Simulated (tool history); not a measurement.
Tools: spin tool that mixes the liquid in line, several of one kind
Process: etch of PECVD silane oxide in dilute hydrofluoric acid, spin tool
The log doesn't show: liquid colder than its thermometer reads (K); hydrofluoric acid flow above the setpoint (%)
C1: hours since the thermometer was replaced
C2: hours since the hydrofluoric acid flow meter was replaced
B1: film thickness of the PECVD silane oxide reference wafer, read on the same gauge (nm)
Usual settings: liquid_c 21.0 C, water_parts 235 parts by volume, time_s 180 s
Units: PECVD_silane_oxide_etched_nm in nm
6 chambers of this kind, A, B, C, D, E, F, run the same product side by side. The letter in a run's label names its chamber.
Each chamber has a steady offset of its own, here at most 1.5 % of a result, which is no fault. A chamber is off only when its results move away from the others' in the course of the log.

run 1F day=0.188 | liquid_c=21.0 water_parts=235 time_s=180 | C1=1897.8 C2=515.5 | B1=59.997 | PECVD_silane_oxide_etched_nm=29.825
-- day=0.417 chamber D: hydrofluoric acid flow meter replaced
run 2B day=0.425 | liquid_c=21.0 water_parts=235 time_s=180 | C1=210.4 C2=527.7 | B1=59.994 | PECVD_silane_oxide_etched_nm=30.100
run 3A day=0.688 | liquid_c=21.0 water_parts=235 time_s=180 | C1=732.5 C2=624.1 | B1=60.005 | PECVD_silane_oxide_etched_nm=29.569
run 4D day=0.958 | liquid_c=21.0 water_parts=235 time_s=180 | C1=471.6 C2=13.0 | B1=59.984 | PECVD_silane_oxide_etched_nm=29.249
run 5E day=1.246 | liquid_c=21.0 water_parts=235 time_s=180 | C1=195.6 C2=260.4 | B1=60.005 | PECVD_silane_oxide_etched_nm=29.739
run 6C day=1.538 | liquid_c=21.0 water_parts=235 time_s=180 | C1=61.5 C2=337.1 | B1=60.000 | PECVD_silane_oxide_etched_nm=29.604
-- day=1.542 chamber F: hydrofluoric acid flow meter replaced
run 7C day=1.746 | liquid_c=21.0 water_parts=235 time_s=180 | C1=66.5 C2=342.1 | B1=60.013 | PECVD_silane_oxide_etched_nm=29.573
run 8D day=1.971 | liquid_c=21.0 water_parts=235 time_s=180 | C1=495.9 C2=37.3 | B1=60.007 | PECVD_silane_oxide_etched_nm=29.221
run 9F day=2.188 | liquid_c=21.0 water_parts=235 time_s=180 | C1=1945.8 C2=15.5 | B1=60.019 | PECVD_silane_oxide_etched_nm=29.521
run 10B day=2.400 | liquid_c=21.0 water_parts=235 time_s=180 | C1=257.8 C2=575.1 | B1=59.992 | PECVD_silane_oxide_etched_nm=30.169
run 11E day=2.604 | liquid_c=21.0 water_parts=235 time_s=105 | C1=228.2 C2=293.0 | B1=60.001 | PECVD_silane_oxide_etched_nm=17.125
run 12A day=2.796 | liquid_c=21.0 water_parts=235 time_s=105 | C1=783.1 C2=674.7 | B1=60.016 | PECVD_silane_oxide_etched_nm=17.073
run 13C day=2.942 | liquid_c=21.0 water_parts=235 time_s=105 | C1=95.2 C2=370.8 | B1=60.021 | PECVD_silane_oxide_etched_nm=17.079
run 14E day=3.167 | liquid_c=21.0 water_parts=235 time_s=105 | C1=241.7 C2=306.5 | B1=59.989 | PECVD_silane_oxide_etched_nm=17.214
run 15F day=3.438 | liquid_c=21.0 water_parts=235 time_s=105 | C1=1975.8 C2=45.5 | B1=60.010 | PECVD_silane_oxide_etched_nm=17.409
run 16D day=3.704 | liquid_c=21.0 water_parts=235 time_s=105 | C1=537.5 C2=78.9 | B1=60.019 | PECVD_silane_oxide_etched_nm=17.107
run 17B day=3.958 | liquid_c=21.0 water_parts=235 time_s=180 | C1=295.2 C2=612.5 | B1=60.027 | PECVD_silane_oxide_etched_nm=30.145
run 18A day=4.183 | liquid_c=21.0 water_parts=235 time_s=180 | C1=816.4 C2=708.0 | B1=60.005 | PECVD_silane_oxide_etched_nm=30.037
run 19A day=4.479 | liquid_c=21.0 water_parts=235 time_s=180 | C1=823.5 C2=715.1 | B1=59.989 | PECVD_silane_oxide_etched_nm=30.178
run 20E day=4.742 | liquid_c=21.0 water_parts=235 time_s=180 | C1=279.5 C2=344.3 | B1=60.002 | PECVD_silane_oxide_etched_nm=29.823
run 21D day=5.050 | liquid_c=21.0 water_parts=235 time_s=180 | C1=569.8 C2=111.2 | B1=59.991 | PECVD_silane_oxide_etched_nm=29.021
run 22C day=5.338 | liquid_c=21.0 water_parts=235 time_s=180 | C1=152.7 C2=428.3 | B1=59.994 | PECVD_silane_oxide_etched_nm=29.216
run 23F day=5.600 | liquid_c=21.0 water_parts=235 time_s=180 | C1=2027.7 C2=97.4 | B1=59.993 | PECVD_silane_oxide_etched_nm=29.534
run 24B day=5.892 | liquid_c=21.0 water_parts=235 time_s=180 | C1=341.6 C2=658.9 | B1=59.994 | PECVD_silane_oxide_etched_nm=30.176
run 25A day=6.038 | liquid_c=21.0 water_parts=235 time_s=180 | C1=860.9 C2=752.5 | B1=60.004 | PECVD_silane_oxide_etched_nm=31.329
run 26C day=6.312 | liquid_c=21.0 water_parts=310 time_s=180 | C1=176.1 C2=451.7 | B1=59.994 | PECVD_silane_oxide_etched_nm=20.736
run 27E day=6.621 | liquid_c=21.0 water_parts=310 time_s=180 | C1=324.6 C2=389.4 | B1=59.989 | PECVD_silane_oxide_etched_nm=20.867
run 28F day=6.850 | liquid_c=21.0 water_parts=310 time_s=180 | C1=2057.7 C2=127.4 | B1=59.993 | PECVD_silane_oxide_etched_nm=21.387
run 29B day=7.033 | liquid_c=21.0 water_parts=310 time_s=180 | C1=369.0 C2=686.3 | B1=59.991 | PECVD_silane_oxide_etched_nm=21.247
run 30D day=7.225 | liquid_c=21.0 water_parts=310 time_s=180 | C1=622.0 C2=163.4 | B1=60.014 | PECVD_silane_oxide_etched_nm=21.015
run 31F day=7.529 | liquid_c=21.0 water_parts=310 time_s=180 | C1=2074.0 C2=143.7 | B1=59.990 | PECVD_silane_oxide_etched_nm=20.896
run 32C day=7.767 | liquid_c=21.0 water_parts=235 time_s=180 | C1=211.0 C2=486.6 | B1=59.977 | PECVD_silane_oxide_etched_nm=29.387
run 33B day=7.929 | liquid_c=21.0 water_parts=235 time_s=180 | C1=390.5 C2=707.8 | B1=59.996 | PECVD_silane_oxide_etched_nm=29.568
run 34E day=8.225 | liquid_c=21.0 water_parts=235 time_s=180 | C1=363.1 C2=427.9 | B1=60.002 | PECVD_silane_oxide_etched_nm=29.338
run 35D day=8.533 | liquid_c=21.0 water_parts=155 time_s=180 | C1=653.4 C2=194.8 | B1=60.002 | PECVD_silane_oxide_etched_nm=49.201
run 36A day=8.838 | liquid_c=21.0 water_parts=155 time_s=180 | C1=928.1 C2=819.7 | B1=60.011 | PECVD_silane_oxide_etched_nm=53.831
run 37D day=9.146 | liquid_c=21.0 water_parts=155 time_s=180 | C1=668.1 C2=209.5 | B1=59.967 | PECVD_silane_oxide_etched_nm=48.192
run 38B day=9.438 | liquid_c=21.0 water_parts=155 time_s=180 | C1=426.7 C2=744.0 | B1=60.008 | PECVD_silane_oxide_etched_nm=48.930

What goes on in this fleet: one chamber off, a drifting gauge, or nothing beyond the chambers' own small offsets? Name the chamber and the cause, if any.

Chamber A drifts away from the others.
Cause: hydrofluoric acid flow above the setpoint (%) = 9.68.
The log may not tell that from: liquid hotter than its thermometer reads (K).

Here are 4 candidates for chamber A's next run, each the usual settings with a change, their results left as question marks. Which one brings its results back in line with what the others give on the usual settings?
In line means no further than this from the other chambers' mean on the usual settings: PECVD_silane_oxide_etched_nm 0.900 nm
run 39A-1 day=9.662 | liquid_c=21.0 water_parts=215 time_s=200 | PECVD_silane_oxide_etched_nm=?
run 39A-2 day=9.662 | liquid_c=21.0 water_parts=280 time_s=180 | PECVD_silane_oxide_etched_nm=?
run 39A-3 day=9.662 | liquid_c=18.0 water_parts=235 time_s=180 | PECVD_silane_oxide_etched_nm=?
run 39A-4 day=9.662 | liquid_c=21.0 water_parts=225 time_s=190 | PECVD_silane_oxide_etched_nm=?

The other chambers' mean on the usual settings: PECVD_silane_oxide_etched_nm 29.531 nm
run=39A-1 PECVD_silane_oxide_etched_nm=40.728
run=39A-2 PECVD_silane_oxide_etched_nm=26.599
run=39A-3 PECVD_silane_oxide_etched_nm=29.330
run=39A-4 PECVD_silane_oxide_etched_nm=36.644
39A-3 brings the chamber back in line.
